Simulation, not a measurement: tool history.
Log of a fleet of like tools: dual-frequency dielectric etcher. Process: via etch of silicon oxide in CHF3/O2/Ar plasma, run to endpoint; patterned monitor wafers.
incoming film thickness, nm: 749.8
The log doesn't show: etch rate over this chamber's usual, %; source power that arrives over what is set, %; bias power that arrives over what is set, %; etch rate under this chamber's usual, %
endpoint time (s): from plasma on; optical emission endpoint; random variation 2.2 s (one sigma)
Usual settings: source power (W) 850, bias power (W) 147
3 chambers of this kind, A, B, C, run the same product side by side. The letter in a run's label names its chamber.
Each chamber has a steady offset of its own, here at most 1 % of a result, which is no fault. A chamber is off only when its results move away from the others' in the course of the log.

run,day,source power (W),bias power (W),hours since the last wet clean,hours since the last source power generator calibration,hours since the last bias power generator calibration,endpoint time (s)
1C,0.142,850,147,505.3,926.2,1781.3,357.71
2B,0.267,850,147,101.9,3476.1,2195.2,354.53
3A,0.446,850,147,459.5,373.2,2660.1,351.8
4A,0.625,850,147,463.8,377.5,2664.4,355.56
5B,0.8,850,114,114.7,3488.9,2208,384.29
6C,1.021,850,114,526.4,947.3,1802.4,380.82
7B,1.233,850,114,125.1,3499.3,2218.4,381.38
8A,1.35,920,134,481.2,394.9,2681.8,352.38
9C,1.583,920,134,539.9,960.8,1815.9,355.59
10B,1.767,920,134,137.9,3512.1,2231.2,351.08
11A,2.004,850,147,496.9,410.6,2697.5,354.38
12C,2.192,850,147,554.5,975.4,1830.5,358.49
13B,2.333,850,147,151.5,3525.7,2244.8,352.72
# day 2.375: chamber A: wet clean of the chamber
14A,2.542,850,147,4,423.5,2710.4,352.41
15C,2.725,850,147,567.3,988.2,1843.3,356.03
16A,2.871,850,147,11.9,431.4,2718.3,355.91
17C,3.033,850,147,574.7,995.6,1850.7,357.11
18B,3.154,850,147,171.2,3545.4,2264.5,348.12
19A,3.396,850,147,24.5,444,2730.9,356.09
20C,3.638,850,147,589.2,1010.1,1865.2,358.96
21B,3.858,850,147,188.1,3562.3,2281.4,351.01
22B,4.058,850,147,192.9,3567.1,2286.2,351.72
23C,4.233,850,147,603.5,1024.4,1879.5,355.58
24A,4.467,850,147,50.2,469.7,2756.6,351.7
25C,4.704,850,147,614.8,1035.7,1890.8,355.07
26A,4.842,850,147,59.2,478.7,2765.6,355.53
27B,4.979,850,147,215,3589.2,2308.3,352.07
28C,5.121,850,147,624.8,1045.7,1900.8,359.98
29A,5.367,850,147,71.8,491.3,2778.2,354.81
30B,5.546,850,147,228.6,3602.8,2321.9,353.18
31B,5.746,850,147,233.4,3607.6,2326.7,353.7

Is one chamber off against the others, does the gauge drift, or is nothing wrong? If a chamber is off, say which, and what the likeliest cause is.

No chamber stands off beyond its own small offset, and the gauge holds steady.
